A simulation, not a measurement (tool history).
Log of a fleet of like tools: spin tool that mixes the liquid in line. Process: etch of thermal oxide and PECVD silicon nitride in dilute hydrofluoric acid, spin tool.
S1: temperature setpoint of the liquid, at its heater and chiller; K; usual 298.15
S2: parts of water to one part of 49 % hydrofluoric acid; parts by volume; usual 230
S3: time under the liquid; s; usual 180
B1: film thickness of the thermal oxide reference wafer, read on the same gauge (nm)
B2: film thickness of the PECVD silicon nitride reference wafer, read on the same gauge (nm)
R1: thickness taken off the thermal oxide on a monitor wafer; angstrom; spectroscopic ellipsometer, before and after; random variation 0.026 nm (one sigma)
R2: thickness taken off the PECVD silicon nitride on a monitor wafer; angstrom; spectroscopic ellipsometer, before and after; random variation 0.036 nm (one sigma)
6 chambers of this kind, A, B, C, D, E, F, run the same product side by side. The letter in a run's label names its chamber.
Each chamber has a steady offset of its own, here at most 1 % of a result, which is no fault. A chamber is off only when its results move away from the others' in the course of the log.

run 1A hour=11.4 | S1=298.15 S2=230 S3=180 | B1=40.024 B2=70.024 | R1=34.300 R2=14.481
run 2D hour=21.8 | S1=298.15 S2=230 S3=180 | B1=39.959 B2=70.011 | R1=34.245 R2=14.311
run 3F hour=33.6 | S1=298.15 S2=230 S3=180 | B1=39.983 B2=69.992 | R1=33.993 R2=14.286
-- hour=36.4 chamber E: hydrofluoric acid flow meter replaced
run 4C hour=45.0 | S1=298.15 S2=230 S3=180 | B1=39.980 B2=70.013 | R1=33.704 R2=13.704
run 5E hour=57.4 | S1=298.15 S2=230 S3=180 | B1=39.976 B2=70.007 | R1=33.843 R2=14.561
run 6B hour=65.7 | S1=298.15 S2=230 S3=180 | B1=40.044 B2=70.038 | R1=34.394 R2=14.363
run 7F hour=81.4 | S1=298.15 S2=230 S3=180 | B1=39.961 B2=69.987 | R1=34.138 R2=14.067
run 8B hour=93.1 | S1=298.15 S2=230 S3=180 | B1=39.986 B2=70.008 | R1=34.571 R2=14.250
run 9A hour=101.3 | S1=298.15 S2=230 S3=180 | B1=40.009 B2=70.011 | R1=34.080 R2=13.651
run 10E hour=114.5 | S1=298.15 S2=230 S3=180 | B1=39.986 B2=70.007 | R1=34.269 R2=14.176
-- hour=117.4 chamber F: thermometer replaced
run 11C hour=126.2 | S1=298.15 S2=230 S3=180 | B1=39.974 B2=70.008 | R1=34.066 R2=14.565
run 12D hour=134.7 | S1=298.15 S2=230 S3=180 | B1=40.008 B2=69.976 | R1=34.119 R2=14.007
run 13D hour=143.7 | S1=298.15 S2=310 S3=180 | B1=40.030 B2=70.019 | R1=22.926 R2=10.979
run 14B hour=156.9 | S1=298.15 S2=310 S3=180 | B1=40.008 B2=69.997 | R1=23.037 R2=10.491
run 15A hour=169.5 | S1=298.15 S2=310 S3=180 | B1=40.076 B2=70.019 | R1=22.988 R2=10.397
run 16E hour=180.7 | S1=298.15 S2=310 S3=180 | B1=39.972 B2=70.002 | R1=23.342 R2=10.722
run 17F hour=192.8 | S1=298.15 S2=310 S3=180 | B1=39.996 B2=70.000 | R1=23.022 R2=10.605
run 18C hour=202.0 | S1=298.15 S2=310 S3=180 | B1=39.965 B2=70.011 | R1=23.625 R2=10.471
run 19C hour=210.8 | S1=298.15 S2=230 S3=250 | B1=39.998 B2=69.989 | R1=47.727 R2=20.404
run 20D hour=222.6 | S1=298.15 S2=230 S3=250 | B1=40.004 B2=70.023 | R1=47.095 R2=19.789
run 21F hour=235.1 | S1=298.15 S2=230 S3=250 | B1=39.986 B2=69.990 | R1=48.146 R2=20.538
run 22E hour=243.4 | S1=298.15 S2=230 S3=250 | B1=40.019 B2=69.994 | R1=47.130 R2=20.499
run 23B hour=253.1 | S1=298.15 S2=230 S3=250 | B1=40.010 B2=69.991 | R1=48.147 R2=21.204
-- hour=253.2 chamber D: hydrofluoric acid flow meter replaced
run 24A hour=262.9 | S1=298.15 S2=230 S3=250 | B1=40.014 B2=70.016 | R1=45.757 R2=20.352
run 25B hour=277.7 | S1=298.15 S2=230 S3=180 | B1=40.004 B2=70.014 | R1=34.238 R2=14.470
run 26F hour=291.8 | S1=298.15 S2=230 S3=180 | B1=40.030 B2=70.029 | R1=34.225 R2=13.993
run 27A hour=303.4 | S1=298.15 S2=230 S3=180 | B1=40.034 B2=70.022 | R1=32.792 R2=13.766
run 28E hour=315.8 | S1=301.65 S2=230 S3=255 | B1=39.966 B2=69.982 | R1=55.325 R2=26.077
run 29C hour=330.1 | S1=301.65 S2=230 S3=255 | B1=40.029 B2=69.988 | R1=54.374 R2=25.353
run 30D hour=341.8 | S1=301.65 S2=230 S3=255 | B1=40.016 B2=69.953 | R1=55.604 R2=25.644
run 31B hour=351.2 | S1=301.65 S2=230 S3=255 | B1=40.023 B2=70.026 | R1=55.515 R2=25.254
run 32D hour=361.9 | S1=301.65 S2=230 S3=255 | B1=40.041 B2=70.023 | R1=55.317 R2=25.033
run 33E hour=370.2 | S1=301.65 S2=230 S3=255 | B1=39.994 B2=70.007 | R1=54.489 R2=24.099
run 34A hour=385.1 | S1=298.15 S2=230 S3=180 | B1=39.989 B2=69.975 | R1=31.947 R2=13.587
run 35C hour=400.0 | S1=298.15 S2=230 S3=180 | B1=40.017 B2=69.969 | R1=34.170 R2=14.204
run 36F hour=412.4 | S1=296.15 S2=160 S3=180 | B1=39.987 B2=70.022 | R1=48.504 R2=18.403
run 37F hour=423.3 | S1=296.15 S2=160 S3=180 | B1=40.012 B2=69.988 | R1=48.106 R2=18.877
run 38A hour=430.4 | S1=296.15 S2=160 S3=180 | B1=39.987 B2=70.031 | R1=44.972 R2=17.957
run 39C hour=438.4 | S1=296.15 S2=160 S3=180 | B1=39.971 B2=69.984 | R1=48.859 R2=17.608

All 6 chambers run these settings next. Forecast each chamber's results:
run 40A hour=449.9 | S1=298.15 S2=150 S3=180 | R1=? R2=?
run 40B hour=449.9 | S1=298.15 S2=150 S3=180 | R1=? R2=?
run 40C hour=449.9 | S1=298.15 S2=150 S3=180 | R1=? R2=?
run 40D hour=449.9 | S1=298.15 S2=150 S3=180 | R1=? R2=?
run 40E hour=449.9 | S1=298.15 S2=150 S3=180 | R1=? R2=?
run 40F hour=449.9 | S1=298.15 S2=150 S3=180 | R1=? R2=?

run=40A R1=52.807 R2=20.227
run=40B R1=57.948 R2=22.685
run=40C R1=56.877 R2=22.011
run=40D R1=57.089 R2=22.666
run=40E R1=56.513 R2=20.809
run=40F R1=56.007 R2=22.560

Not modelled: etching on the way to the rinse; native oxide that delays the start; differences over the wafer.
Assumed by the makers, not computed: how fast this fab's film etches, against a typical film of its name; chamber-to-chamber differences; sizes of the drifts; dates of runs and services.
